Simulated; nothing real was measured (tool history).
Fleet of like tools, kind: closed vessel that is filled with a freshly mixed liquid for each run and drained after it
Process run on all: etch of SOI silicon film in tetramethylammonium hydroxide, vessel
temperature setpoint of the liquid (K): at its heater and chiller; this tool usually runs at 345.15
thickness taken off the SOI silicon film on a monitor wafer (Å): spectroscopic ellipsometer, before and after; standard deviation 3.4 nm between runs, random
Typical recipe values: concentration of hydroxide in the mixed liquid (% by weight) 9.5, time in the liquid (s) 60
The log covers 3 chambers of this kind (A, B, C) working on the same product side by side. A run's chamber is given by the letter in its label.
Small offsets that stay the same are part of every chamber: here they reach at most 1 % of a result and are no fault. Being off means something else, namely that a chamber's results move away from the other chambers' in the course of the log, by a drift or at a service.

run,hour,temperature setpoint of the liquid (K),concentration of hydroxide in the mixed liquid (% by weight),time in the liquid (s),hours since the thermometer was replaced,hours since the hydroxide flow meter was replaced,"read-back film thickness of the SOI silicon film reference wafer, read on the same gauge (nm)",thickness taken off the SOI silicon film on a monitor wafer (Å)
1C,6.8,345.15,9.5,60,245.2,517.9,149.96,4791.7
2A,15.1,345.15,9.5,60,996.7,600.5,150.00,4773.0
3B,22.5,345.15,9.5,60,1218.9,2743.7,150.02,4788.4
4A,34.0,345.15,9.5,60,1015.6,619.4,150.03,4716.2
5B,44.8,345.15,9.5,60,1241.2,2766.0,149.96,4697.2
# hour 49.9: chamber B: hydroxide flow meter replaced
6C,56.8,340.15,12.0,60,295.2,567.9,150.04,3277.0
7C,68.4,340.15,12.0,60,306.8,579.5,149.99,3274.5
8B,75.5,340.15,12.0,60,1271.9,25.6,150.04,3255.3
9A,82.9,345.15,7.0,35,1064.5,668.3,150.02,3030.2
10A,94.5,345.15,7.0,35,1076.1,679.9,150.01,3039.2
# hour 99.2: chamber A: hydroxide flow meter replaced
11C,106.9,345.15,7.0,35,345.3,618.0,150.05,3063.5
# hour 109.0: chamber B: thermometer replaced
12B,119.7,345.15,9.5,60,10.7,69.8,149.97,4740.4
13A,127.0,345.15,9.5,60,1108.6,27.9,150.02,4773.2
14C,140.0,345.15,8.5,60,378.4,651.1,150.00,4974.7
15B,149.1,345.15,8.5,60,40.1,99.2,150.05,4950.6
16B,158.4,345.15,8.5,60,49.4,108.5,149.96,5011.7
17C,170.2,345.15,9.5,60,408.6,681.3,150.05,4776.5
18A,176.3,345.15,9.5,60,1157.9,77.2,150.02,4722.1
19A,188.6,345.15,9.5,60,1170.2,89.5,149.99,4777.5
20B,200.3,345.15,9.5,60,91.3,150.4,149.97,4718.5
21C,210.5,345.15,9.5,60,448.9,721.6,149.98,4729.6
22A,218.8,350.65,9.5,60,1200.4,119.7,150.01,6506.8
23B,225.5,350.65,9.5,60,116.5,175.6,150.01,6533.7
24C,237.2,350.65,9.5,60,475.6,748.3,149.92,6589.0
25C,249.2,345.15,9.5,60,487.6,760.3,149.98,4803.0
26B,258.2,345.15,9.5,60,149.2,208.3,150.01,4812.5
27A,267.3,345.15,9.5,60,1248.9,168.2,150.00,4749.1
28C,273.8,345.15,9.5,60,512.2,784.9,149.97,4759.8

Predict what each chamber gives when all 3 of them run the settings below next.
29A,283.1,345.15,12.0,60,,,,?
29B,283.1,345.15,12.0,60,,,,?
29C,283.1,345.15,12.0,60,,,,?

run,thickness taken off the SOI silicon film on a monitor wafer (Å)
29A,4390.1
29B,4330.0
29C,4374.8
